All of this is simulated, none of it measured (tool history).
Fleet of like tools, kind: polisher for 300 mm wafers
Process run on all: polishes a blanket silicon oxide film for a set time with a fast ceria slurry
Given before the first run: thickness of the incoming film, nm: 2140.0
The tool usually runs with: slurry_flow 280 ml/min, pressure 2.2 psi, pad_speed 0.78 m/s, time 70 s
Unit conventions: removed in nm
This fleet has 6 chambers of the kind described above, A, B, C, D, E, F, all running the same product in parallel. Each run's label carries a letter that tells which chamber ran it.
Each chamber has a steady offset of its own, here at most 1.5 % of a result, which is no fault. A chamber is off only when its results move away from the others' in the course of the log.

run   hour  slurry_flow  pressure  pad_speed  time  removed
       6.1  -- chamber B: worn pad replaced by a new one
 1A    9.7          280       2.2       0.78    70   667.06
      12.4  -- chamber E: worn pad replaced by a new one
 2E   14.6          280       2.2       0.78    70   650.32
 3D   21.5          280       2.2       0.78    70   658.23
      24.6  -- chamber D: worn pad replaced by a new one
 4F   29.1          280       2.2       0.78    70   663.58
      36.8  -- chamber A: worn pad replaced by a new one
 5C   38.6          280       2.2       0.78    70   644.94
      43.1  -- chamber D: head pressure recalibrated
 6B   45.4          280       2.2       0.78    70   645.03
      46.1  -- chamber F: worn pad replaced by a new one
      49.6  -- chamber C: worn pad replaced by a new one
 7C   52.4          280       2.2       0.78    70   656.82
 8B   57.9          280       2.2       0.78    70   657.01
 9A   67.2          280       2.2       0.78    70   660.80
10E   72.0          280       2.2       0.78    70   658.86
11F   77.3          280       2.2       0.78    70   648.60
      79.7  -- chamber D: worn pad replaced by a new one
12D   87.8          280       2.2       0.78    70   671.51
      89.6  -- chamber A: worn pad replaced by a new one
      95.5  -- chamber B: worn pad replaced by a new one
13B   97.7          280       2.2       0.78    70   649.95
14E  106.3          280       2.2       0.78    70   647.02
     108.1  -- chamber C: worn pad replaced by a new one
     108.5  -- chamber C: slurry nozzle cleaned
15D  113.2          280       2.2       0.78    70   658.75
16C  119.3          280       2.2       0.78    70   646.72
17A  126.2          365       2.7       0.78    70   832.39
18F  137.0          365       2.7       0.78    70   809.85
     137.5  -- chamber E: worn pad replaced by a new one
19F  142.8          365       2.7       0.78    70   811.46
     147.1  -- chamber D: worn pad replaced by a new one
     149.4  -- chamber A: worn pad replaced by a new one
     149.7  -- chamber F: worn pad replaced by a new one
20D  152.9          365       2.7       0.78    70   809.33
     159.7  -- chamber A: slurry nozzle cleaned
21C  163.9          365       2.7       0.78    70   810.49
     165.9  -- chamber C: worn pad replaced by a new one
     174.1  -- chamber D: slurry nozzle cleaned
22A  174.4          365       2.7       0.78    70   829.31
23E  181.1          280       2.2       0.78    70   646.54
     183.8  -- chamber B: worn pad replaced by a new one
24B  191.1          280       2.8       0.78    70   807.02
25A  199.4          280       2.8       0.78    70   840.87
     200.8  -- chamber D: worn pad replaced by a new one
     202.5  -- chamber A: worn pad replaced by a new one
26D  205.4          280       2.8       0.78    70   836.14
     207.9  -- chamber B: head pressure recalibrated
27C  212.8          280       2.8       0.78    70   837.18
28E  221.9          280       2.8       0.78    70   827.61
     229.8  -- chamber C: worn pad replaced by a new one
29F  232.1          280       2.8       0.78    70   839.02
30B  243.0          280       2.2       0.78    70   644.97
     249.6  -- chamber F: worn pad replaced by a new one
31A  253.3          280       2.2       0.78    70   662.24
     261.4  -- chamber D: worn pad replaced by a new one
32B  261.5          280       2.2       0.78    70   642.56
33E  266.5          280       2.2       0.78    70   641.02
34D  275.1          280       2.2       0.78    70   649.87
35F  285.5          280       1.5       0.78    70   448.76
     294.9  -- chamber C: worn pad replaced by a new one
36C  296.2          280       1.5       0.78    70   438.07

Next, all 6 chambers run the settings below, one line each with question marks for the results. What does each chamber give?
37A  304.1          280       2.2       0.78    70        ?
37B  304.1          280       2.2       0.78    70        ?
37C  304.1          280       2.2       0.78    70        ?
37D  304.1          280       2.2       0.78    70        ?
37E  304.1          280       2.2       0.78    70        ?
37F  304.1          280       2.2       0.78    70        ?

run  removed
37A   663.91
37B   646.75
37C   654.14
37D   647.94
37E   650.06
37F   655.97

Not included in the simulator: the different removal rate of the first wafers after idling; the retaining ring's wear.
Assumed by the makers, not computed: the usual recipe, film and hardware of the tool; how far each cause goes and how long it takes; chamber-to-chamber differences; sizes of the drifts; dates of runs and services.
